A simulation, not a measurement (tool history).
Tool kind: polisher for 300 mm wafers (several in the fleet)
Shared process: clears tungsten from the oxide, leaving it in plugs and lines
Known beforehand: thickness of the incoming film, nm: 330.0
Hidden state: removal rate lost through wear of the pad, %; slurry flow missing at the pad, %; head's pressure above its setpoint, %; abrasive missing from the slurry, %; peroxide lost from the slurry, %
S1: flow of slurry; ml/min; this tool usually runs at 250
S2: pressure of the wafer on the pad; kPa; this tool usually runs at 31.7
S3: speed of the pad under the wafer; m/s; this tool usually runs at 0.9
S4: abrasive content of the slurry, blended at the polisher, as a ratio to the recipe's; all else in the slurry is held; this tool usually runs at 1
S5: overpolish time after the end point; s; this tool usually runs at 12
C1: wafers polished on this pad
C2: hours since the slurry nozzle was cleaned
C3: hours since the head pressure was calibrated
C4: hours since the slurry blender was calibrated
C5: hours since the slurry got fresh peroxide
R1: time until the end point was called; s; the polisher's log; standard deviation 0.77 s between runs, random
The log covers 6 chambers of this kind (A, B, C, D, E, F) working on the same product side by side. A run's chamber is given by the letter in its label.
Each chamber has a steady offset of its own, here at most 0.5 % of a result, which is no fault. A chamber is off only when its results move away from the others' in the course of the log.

run,hour,S1,S2,S3,S4,S5,C1,C2,C3,C4,C5,R1
1F,12.8,250,31.7,0.9,1,12,588,144.1,1185.0,51.6,151.8,66.685
# hour 15.3: chamber C: slurry tank refilled with fresh slurry and peroxide
# hour 15.9: chamber E: slurry blender recalibrated
# hour 19.0: chamber D: worn pad replaced by a new one
2A,25.0,250,31.7,0.9,1,12,406,82.9,47.8,238.6,27.0,66.192
# hour 29.6: chamber F: slurry tank refilled with fresh slurry and peroxide
# hour 35.8: chamber E: worn pad replaced by a new one
# hour 37.8: chamber F: head pressure recalibrated
3D,39.0,250,31.7,0.9,1,12,183,442.2,343.9,140.2,42.5,67.116
# hour 42.8: chamber E: slurry tank refilled with fresh slurry and peroxide
# hour 46.6: chamber C: worn pad replaced by a new one
4E,52.8,250,31.7,0.9,1,12,156,318.5,966.4,37.0,10.1,66.358
5B,63.0,250,31.7,0.9,1,12,941,350.0,328.9,170.8,68.9,67.390
# hour 73.8: chamber B: slurry tank refilled with fresh slurry and peroxide
6C,73.8,250,31.7,0.9,1,12,250,516.0,169.8,105.3,58.5,68.670
# hour 79.5: chamber A: worn pad replaced by a new one
7F,80.6,295,28.3,0.9,1,12,1211,211.9,42.8,119.4,51.1,74.667
# hour 85.0: chamber F: worn pad replaced by a new one
# hour 88.6: chamber D: slurry blender recalibrated
8C,92.4,295,28.3,0.9,1,12,420,534.6,188.4,123.9,77.1,74.751
# hour 97.4: chamber B: worn pad replaced by a new one
9E,107.2,295,28.3,0.9,1,12,656,372.9,1020.8,91.4,64.5,72.873
# hour 108.5: chamber D: worn pad replaced by a new one
# hour 111.3: chamber D: head pressure recalibrated
# hour 112.0: chamber F: slurry blender recalibrated
# hour 115.0: chamber A: slurry tank refilled with fresh slurry and peroxide
10D,117.9,295,28.3,0.9,1,12,86,521.1,6.7,29.4,121.4,72.297
# hour 121.9: chamber C: slurry blender recalibrated
# hour 124.3: chamber A: slurry blender recalibrated
11B,127.2,295,28.3,0.9,1,12,274,414.2,393.1,235.0,53.5,72.051
12A,140.6,295,28.3,0.9,1,12,561,198.5,163.4,16.3,25.6,73.714
# hour 142.0: chamber C: slurry tank refilled with fresh slurry and peroxide
# hour 148.7: chamber E: worn pad replaced by a new one
13E,151.4,250,35.9,0.9,1,12,24,417.1,1065.0,135.6,108.7,59.196
14C,161.6,250,35.9,0.9,1,12,1056,603.8,257.6,39.7,19.6,58.840
# hour 165.3: chamber D: slurry tank refilled with fresh slurry and peroxide
# hour 168.9: chamber A: slurry nozzle cleaned
15A,171.5,250,35.9,0.9,1,12,845,2.6,194.3,47.2,56.5,59.949
# hour 172.0: chamber B: slurry tank refilled with fresh slurry and peroxide
# hour 172.9: chamber C: worn pad replaced by a new one
# hour 175.8: chamber B: slurry nozzle cleaned
# hour 180.1: chamber A: worn pad replaced by a new one
# hour 181.6: chamber F: slurry nozzle cleaned
16D,184.9,250,35.9,0.9,1,12,701,588.1,73.7,96.4,19.6,59.543
# hour 189.4: chamber F: slurry tank refilled with fresh slurry and peroxide
# hour 191.6: chamber D: slurry nozzle cleaned
17F,193.7,250,35.9,0.9,1,12,999,12.1,155.9,81.7,4.3,58.731
# hour 194.0: chamber E: slurry tank refilled with fresh slurry and peroxide
18B,203.8,250,35.9,0.9,1,12,977,28.0,469.7,311.6,31.9,59.238
# hour 207.2: chamber E: slurry nozzle cleaned
19E,214.9,250,31.7,0.9,1,12,607,7.8,1128.5,199.1,21.0,64.741
# hour 217.4: chamber D: worn pad replaced by a new one
20D,223.8,325,31.7,0.8,1,12,59,32.2,112.6,135.3,58.5,71.989
21C,236.9,325,31.7,0.8,1,12,587,679.1,332.9,115.0,94.9,74.291
# hour 239.4: chamber F: worn pad replaced by a new one
# hour 239.4: chamber B: worn pad replaced by a new one
# hour 243.7: chamber C: slurry nozzle cleaned
# hour 247.0: chamber C: slurry tank refilled with fresh slurry and peroxide
# hour 250.0: chamber E: head pressure recalibrated
22F,250.1,325,31.7,0.8,1,12,98,68.5,212.3,138.1,60.7,73.359
# hour 254.8: chamber A: slurry tank refilled with fresh slurry and peroxide
# hour 261.4: chamber C: slurry blender recalibrated
23B,264.2,325,31.7,0.8,1,12,227,88.4,530.1,372.0,92.3,72.757
# hour 271.5: chamber E: worn pad replaced by a new one
# hour 274.7: chamber B: slurry tank refilled with fresh slurry and peroxide
24A,278.1,325,31.7,0.8,1,12,900,109.2,300.9,153.8,23.3,71.624
# hour 279.8: chamber A: worn pad replaced by a new one
# hour 283.0: chamber B: slurry blender recalibrated
25D,292.8,325,31.7,0.8,1,12,692,101.2,181.6,204.3,127.5,72.417
# hour 296.9: chamber F: slurry blender recalibrated
26E,306.7,250,31.7,0.9,1,12,323,99.6,56.8,290.9,112.8,67.101
# hour 307.9: chamber C: worn pad replaced by a new one
# hour 310.2: chamber D: slurry tank refilled with fresh slurry and peroxide
# hour 314.0: chamber D: worn pad replaced by a new one
27B,316.5,250,31.7,0.9,1,12,708,140.7,582.4,33.6,41.9,65.920
# hour 322.6: chamber F: slurry tank refilled with fresh slurry and peroxide
# hour 327.1: chamber D: slurry blender recalibrated
28F,328.0,250,31.7,0.9,1,12,813,146.4,290.2,31.2,5.5,66.728
29C,338.2,250,31.7,0.9,1,12,278,94.5,434.2,76.8,91.3,67.003
30A,352.9,250,31.7,0.9,1,12,672,184.0,375.7,228.6,98.1,65.868
# hour 357.5: chamber C: slurry tank refilled with fresh slurry and peroxide
# hour 357.7: chamber A: head pressure recalibrated
31E,367.9,250,31.7,0.9,1,12,885,160.8,118.0,352.1,174.0,66.836
# hour 370.3: chamber A: slurry tank refilled with fresh slurry and peroxide
# hour 372.0: chamber E: worn pad replaced by a new one
# hour 372.4: chamber B: worn pad replaced by a new one
32B,377.7,250,31.7,0.9,1,12,48,201.9,643.6,94.8,103.1,66.799
# hour 381.3: chamber E: slurry tank refilled with fresh slurry and peroxide
# hour 384.9: chamber C: slurry blender recalibrated
# hour 386.3: chamber A: worn pad replaced by a new one
33D,387.5,250,31.7,0.9,1,12,675,195.9,276.3,60.4,77.3,66.756
# hour 389.4: chamber A: slurry nozzle cleaned
# hour 392.3: chamber F: worn pad replaced by a new one
34F,394.6,250,31.7,0.9,1,12,21,213.0,356.8,97.8,72.1,67.500
# hour 404.7: chamber D: worn pad replaced by a new one
35A,408.3,250,31.7,0.9,1,12,202,18.9,50.6,284.0,38.1,66.210
36C,416.8,250,31.7,0.9,1,12,1000,173.1,512.8,31.9,59.4,66.672
37E,427.2,250,31.7,0.9,1,12,507,220.1,177.3,411.4,46.0,66.355
38D,440.5,250,31.7,0.9,1,12,328,248.9,329.3,113.4,130.3,66.256
# hour 449.7: chamber A: slurry blender recalibrated
# hour 455.0: chamber F: slurry nozzle cleaned
39A,455.0,250,31.7,0.9,1,12,631,65.6,97.3,5.4,84.8,65.949
# hour 457.1: chamber F: slurry tank refilled with fresh slurry and peroxide
40F,468.0,250,31.7,0.9,1,9,695,13.1,430.2,171.2,10.9,66.076

All 6 chambers run these settings next. Forecast each chamber's results:
41A,478.9,250,31.7,0.9,1,12,,,,,,?
41B,478.9,250,31.7,0.9,1,12,,,,,,?
41C,478.9,250,31.7,0.9,1,12,,,,,,?
41D,478.9,250,31.7,0.9,1,12,,,,,,?
41E,478.9,250,31.7,0.9,1,12,,,,,,?
41F,478.9,250,31.7,0.9,1,12,,,,,,?

run,R1
41A,68.166
41B,66.713
41C,65.671
41D,67.346
41E,67.341
41F,66.831
